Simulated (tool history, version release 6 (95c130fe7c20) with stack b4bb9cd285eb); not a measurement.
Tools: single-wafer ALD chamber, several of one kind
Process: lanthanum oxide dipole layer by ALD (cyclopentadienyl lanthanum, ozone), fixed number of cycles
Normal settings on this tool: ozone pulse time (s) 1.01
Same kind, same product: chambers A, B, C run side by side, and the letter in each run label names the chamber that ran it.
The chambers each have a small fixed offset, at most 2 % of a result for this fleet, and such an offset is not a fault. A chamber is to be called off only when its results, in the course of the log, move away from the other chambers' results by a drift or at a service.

run	day	ozone pulse time (s)	read-back reference wafer on the same gauge, thickness_nm	mean film thickness on the monitor wafer (Å)
1A	0.308	1.01	0.43910	5.0919
2C	0.921	1.01	0.44008	4.9971
# day 0.992: chamber B: ozone generator serviced
3B	1.525	1.01	0.43956	5.0886
4C	2.100	1.01	0.43991	4.9724
5B	2.458	1.01	0.44022	5.0782
6A	2.942	1.01	0.43982	5.1211
7B	3.525	1.01	0.43974	5.0579
8A	3.892	1.01	0.44007	5.1054
9C	4.375	1.01	0.44018	4.9818
10A	4.729	1.01	0.43989	5.1225
11C	5.092	1.01	0.43985	4.9504
12B	5.692	1.27	0.44045	5.3602
13B	6.046	1.27	0.44001	5.4222
14A	6.354	1.27	0.44030	5.4185
15C	6.917	0.80	0.43980	4.6133
16A	7.208	0.80	0.43965	4.6885
17C	7.758	0.80	0.44016	4.6018
18B	8.225	0.87	0.43999	4.8302
19B	8.729	0.87	0.44031	4.8717
20A	9.329	0.87	0.44071	4.8408
21C	9.875	1.01	0.43969	4.9777
22B	10.342	1.01	0.43988	5.0007
23C	10.896	1.01	0.43959	5.0126
24A	11.346	1.01	0.44016	5.1319
25C	11.625	1.01	0.44010	4.9766
26B	11.962	1.01	0.44053	5.1245
27A	12.404	1.20	0.43949	5.3253
28C	13.012	1.20	0.43930	5.2151
# day 13.083: chamber A: ozone generator serviced
29B	13.638	1.20	0.44008	5.2951
30A	14.246	1.01	0.44035	5.0732
31B	14.746	1.01	0.44021	5.0868
32A	15.188	1.31	0.43948	5.4118

The same settings go to every chamber for the next run, one line per chamber below. Forecast the results for each:
33A	15.646	1.01		?
33B	15.646	1.01		?
33C	15.646	1.01		?

run	mean film thickness on the monitor wafer (Å)
33A	5.1016
33B	5.0858
33C	4.9796
